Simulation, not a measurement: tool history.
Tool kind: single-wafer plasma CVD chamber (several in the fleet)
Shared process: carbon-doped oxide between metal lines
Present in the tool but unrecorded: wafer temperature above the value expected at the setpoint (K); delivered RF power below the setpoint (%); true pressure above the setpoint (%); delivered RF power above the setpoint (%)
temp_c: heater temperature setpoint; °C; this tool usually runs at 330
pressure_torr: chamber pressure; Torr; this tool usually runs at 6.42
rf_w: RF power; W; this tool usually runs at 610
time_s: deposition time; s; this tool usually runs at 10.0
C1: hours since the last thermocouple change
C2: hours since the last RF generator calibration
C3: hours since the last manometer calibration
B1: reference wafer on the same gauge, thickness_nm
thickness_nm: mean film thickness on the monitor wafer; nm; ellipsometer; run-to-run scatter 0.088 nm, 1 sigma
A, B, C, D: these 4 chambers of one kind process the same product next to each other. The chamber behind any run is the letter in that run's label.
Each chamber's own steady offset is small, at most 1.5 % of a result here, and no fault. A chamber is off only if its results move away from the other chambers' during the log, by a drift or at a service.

Run 1A, day 0.442: usual settings; C1 1196.6; C2 541.6; C3 114.1; B1 66.879. Result: thickness_nm 65.468 nm.
Run 2C, day 0.788: usual settings; C1 2256.8; C2 1213.1; C3 1777.6; B1 66.899. Result: thickness_nm 63.954 nm.
Run 3B, day 1.233: usual settings; C1 178.4; C2 1189.6; C3 487.8; B1 66.858. Result: thickness_nm 64.071 nm.
Run 4D, day 1.446: usual settings; C1 227.6; C2 549.3; C3 2525.0; B1 66.849. Result: thickness_nm 64.439 nm.
Run 5D, day 1.908: usual settings; C1 238.7; C2 560.4; C3 2536.1; B1 66.837. Result: thickness_nm 64.567 nm.
Run 6C, day 2.183: usual settings; C1 2290.3; C2 1246.6; C3 1811.1; B1 66.815. Result: thickness_nm 63.863 nm.
Run 7A, day 2.433: usual settings but temp_c 317 °C, pressure_torr 5.26 Torr; C1 1244.4; C2 589.4; C3 161.9; B1 66.807. Result: thickness_nm 67.045 nm.
Run 8B, day 2.658: usual settings but temp_c 317 °C, pressure_torr 5.26 Torr; C1 212.6; C2 1223.8; C3 522.0; B1 66.833. Result: thickness_nm 65.792 nm.
Run 9A, day 3.012: usual settings but temp_c 317 °C, pressure_torr 5.26 Torr; C1 1258.3; C2 603.3; C3 175.8; B1 66.820. Result: thickness_nm 66.867 nm.
Run 10D, day 3.475: usual settings but temp_c 317 °C, pressure_torr 5.26 Torr; C1 276.3; C2 598.0; C3 2573.7; B1 66.790. Result: thickness_nm 66.254 nm.
At day 3.504: chamber C: capacitance manometer re-zeroed and calibrated.
Run 11B, day 3.858: usual settings; C1 241.4; C2 1252.6; C3 550.8; B1 66.801. Result: thickness_nm 63.976 nm.
Run 12C, day 4.225: usual settings; C1 2339.3; C2 1295.6; C3 17.3; B1 66.774. Result: thickness_nm 63.952 nm.
Run 13C, day 4.612: usual settings; C1 2348.6; C2 1304.9; C3 26.6; B1 66.809. Result: thickness_nm 63.817 nm.
Run 14B, day 5.071: usual settings; C1 270.5; C2 1281.7; C3 579.9; B1 66.769. Result: thickness_nm 64.023 nm.
Run 15D, day 5.508: usual settings; C1 325.1; C2 646.8; C3 2622.5; B1 66.774. Result: thickness_nm 64.274 nm.
Run 16A, day 5.946: usual settings but temp_c 316 °C; C1 1328.7; C2 673.7; C3 246.2; B1 66.783. Result: thickness_nm 68.638 nm.
Run 17A, day 6.238: usual settings but temp_c 316 °C; C1 1335.7; C2 680.7; C3 253.2; B1 66.725. Result: thickness_nm 68.707 nm.
Run 18B, day 6.583: usual settings but temp_c 316 °C; C1 306.8; C2 1318.0; C3 616.2; B1 66.754. Result: thickness_nm 67.628 nm.
Run 19C, day 7.004: usual settings but temp_c 316 °C; C1 2406.0; C2 1362.3; C3 84.0; B1 66.733. Result: thickness_nm 67.454 nm.
Run 20D, day 7.233: usual settings but temp_c 335 °C, time_s 8.2 s; C1 366.5; C2 688.2; C3 2663.9; B1 66.735. Result: thickness_nm 51.984 nm.
Run 21D, day 7.546: usual settings but temp_c 335 °C, time_s 8.2 s; C1 374.0; C2 695.7; C3 2671.4; B1 66.703. Result: thickness_nm 52.006 nm.
Run 22A, day 7.783: usual settings but temp_c 335 °C, time_s 8.2 s; C1 1372.8; C2 717.8; C3 290.3; B1 66.703. Result: thickness_nm 52.660 nm.
Run 23B, day 8.200: usual settings but temp_c 335 °C, time_s 8.2 s; C1 345.6; C2 1356.8; C3 655.0; B1 66.702. Result: thickness_nm 51.649 nm.
Run 24C, day 8.429: usual settings; C1 2440.2; C2 1396.5; C3 118.2; B1 66.675. Result: thickness_nm 63.777 nm.
Run 25A, day 8.833: usual settings; C1 1398.0; C2 743.0; C3 315.5; B1 66.713. Result: thickness_nm 65.020 nm.
Run 26D, day 9.171: usual settings but temp_c 322 °C; C1 413.0; C2 734.7; C3 2710.4; B1 66.678. Result: thickness_nm 66.203 nm.
At day 9.329: chamber C: RF generator calibrated.
Run 27C, day 9.567: usual settings but temp_c 322 °C; C1 2467.5; C2 5.8; C3 145.5; B1 66.648. Result: thickness_nm 65.785 nm.
Run 28B, day 9.892: usual settings but temp_c 322 °C; C1 386.2; C2 1397.4; C3 695.6; B1 66.636. Result: thickness_nm 65.751 nm.
Run 29D, day 10.267: usual settings but temp_c 322 °C; C1 439.3; C2 761.0; C3 2736.7; B1 66.630. Result: thickness_nm 66.059 nm.
Run 30C, day 10.683: usual settings; C1 2494.3; C2 32.6; C3 172.3; B1 66.620. Result: thickness_nm 63.732 nm.
Run 31B, day 11.104: usual settings; C1 415.3; C2 1426.5; C3 724.7; B1 66.608. Result: thickness_nm 63.916 nm.
Run 32A, day 11.571: usual settings but rf_w 490 W, time_s 9.3 s; C1 1463.7; C2 808.7; C3 381.2; B1 66.621. Result: thickness_nm 52.873 nm.
Run 33C, day 11.796: usual settings but rf_w 490 W, time_s 9.3 s; C1 2521.0; C2 59.3; C3 199.0; B1 66.582. Result: thickness_nm 51.781 nm.
Run 34B, day 12.238: usual settings but rf_w 490 W, time_s 9.3 s; C1 442.5; C2 1453.7; C3 751.9; B1 66.627. Result: thickness_nm 51.921 nm.
Run 35D, day 12.604: usual settings but rf_w 490 W, time_s 9.3 s; C1 495.4; C2 817.1; C3 2792.8; B1 66.585. Result: thickness_nm 52.341 nm.
Run 36A, day 13.025: usual settings; C1 1498.6; C2 843.6; C3 416.1; B1 66.549. Result: thickness_nm 65.074 nm.
At day 13.317: chamber D: RF generator calibrated.
Run 37B, day 13.446: usual settings but pressure_torr 7.76 Torr, rf_w 645 W; C1 471.5; C2 1482.7; C3 780.9; B1 66.556. Result: thickness_nm 66.776 nm.
At day 13.558: chamber D: capacitance manometer re-zeroed and calibrated.
Run 38C, day 13.879: usual settings but pressure_torr 7.76 Torr, rf_w 645 W; C1 2571.0; C2 109.3; C3 249.0; B1 66.544. Result: thickness_nm 66.903 nm.
Run 39D, day 14.258: usual settings but pressure_torr 7.76 Torr, rf_w 645 W; C1 535.1; C2 22.7; C3 16.9; B1 66.549. Result: thickness_nm 67.163 nm.
Run 40A, day 14.562: usual settings but pressure_torr 7.76 Torr, rf_w 645 W; C1 1535.5; C2 880.5; C3 453.0; B1 66.552. Result: thickness_nm 68.023 nm.

What goes on in this fleet: one chamber off, a drifting gauge, or nothing beyond the chambers' own small offsets? Name the chamber and the cause, if any.

None of the chambers is off. What moves is the gauge, dragging all their readings along together.
Most likely cause: gauge reads low (%) = 0.559.

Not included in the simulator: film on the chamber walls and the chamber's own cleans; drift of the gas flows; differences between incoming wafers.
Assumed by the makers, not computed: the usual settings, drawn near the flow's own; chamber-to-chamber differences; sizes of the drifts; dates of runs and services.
